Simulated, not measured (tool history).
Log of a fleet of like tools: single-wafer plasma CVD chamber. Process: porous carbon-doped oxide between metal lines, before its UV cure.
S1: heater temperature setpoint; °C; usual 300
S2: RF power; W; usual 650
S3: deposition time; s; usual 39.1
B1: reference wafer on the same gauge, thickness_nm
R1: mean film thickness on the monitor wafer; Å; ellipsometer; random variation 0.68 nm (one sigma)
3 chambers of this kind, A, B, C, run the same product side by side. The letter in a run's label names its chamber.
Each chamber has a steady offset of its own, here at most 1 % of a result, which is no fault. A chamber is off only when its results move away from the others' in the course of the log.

run,hour,S1,S2,S3,B1,R1
1C,6.5,300,650,39.1,215.97,2495.8
2B,9.7,300,650,39.1,216.08,2465.7
3A,13,300,650,39.1,216.02,2500.2
4A,18.5,300,650,39.1,216.06,2496.7
5B,25.1,300,650,39.1,215.81,2469.9
6C,28.3,300,650,39.1,216,2499.7
7C,32.5,300,650,39.1,215.98,2485.4
8A,35.5,300,650,39.1,216.06,2498
9B,40.4,300,650,39.1,216.13,2475.3
10C,45.8,300,760,45.6,216.09,3187.5
11A,49.9,300,760,45.6,215.96,3207.9
12B,55.8,300,760,45.6,215.94,3182
# hour 57.4: chamber A: thermocouple changed; heater temperature recalibrated
13A,61.6,306,650,32.5,215.99,2068.1
# hour 62: chamber C: thermocouple changed; heater temperature recalibrated
14B,64.7,306,650,32.5,216.1,1997.2
15C,71.2,306,650,32.5,216.02,2013.1
16C,75.6,300,650,36.4,216.17,2324.1
17B,79.3,300,650,36.4,216.04,2305.6
18A,83.2,300,650,36.4,216.1,2407.9
19A,87.1,300,650,39.1,216.04,2561.8
20B,91.1,300,650,46.5,215.9,2920.9
21C,94.3,300,650,46.5,215.84,2968.2
22B,97.3,300,650,46.5,216.01,2939.1
23C,101.4,288,650,45.3,216.01,3092.5
# hour 102.6: chamber C: RF generator calibrated
24A,108,288,650,45.3,216.1,3184.2
25B,111.7,288,650,45.3,216.05,3058.2
26C,115.5,300,650,39.1,216.15,2497.3
27A,121.2,300,650,39.1,216.06,2574.2
28A,124.2,300,650,39.1,215.91,2579.1
29C,127.9,300,650,39.1,216.02,2513.7
30B,132.5,300,650,39.1,216.04,2469.6
31B,138.5,300,650,39.1,215.92,2465.6
32A,144.1,300,650,39.1,216.03,2579.9
33C,148,300,650,39.1,215.96,2500.1
34A,153.4,300,650,39.1,216.2,2567.1
35B,159.6,300,650,39.1,216.05,2467
36C,165.5,300,650,39.1,215.85,2504.4

What goes on in this fleet: one chamber off, a drifting gauge, or nothing beyond the chambers' own small offsets? Name the chamber and the cause, if any.

A service left chamber A off against the others.
Cause: wafer temperature below the value expected at the setpoint (K) = 5.25.

Here are 4 candidates for chamber A's next run, each the usual settings with a change, their results left as question marks. Which one brings its results back in line with what the others give on the usual settings?
In line means no further than this from the other chambers' mean on the usual settings: R1 24 Å
37A-1,170.3,299,665,40.4,,?
37A-2,170.3,300,650,37.7,,?
37A-3,170.3,303,615,39.1,,?
37A-4,170.3,300,650,40.5,,?

The other chambers' mean on the usual settings: R1 2483.8 Å
run,R1
37A-1,2711.6
37A-2,2484.1
37A-3,2441.7
37A-4,2663.7
37A-2 brings the chamber back in line.
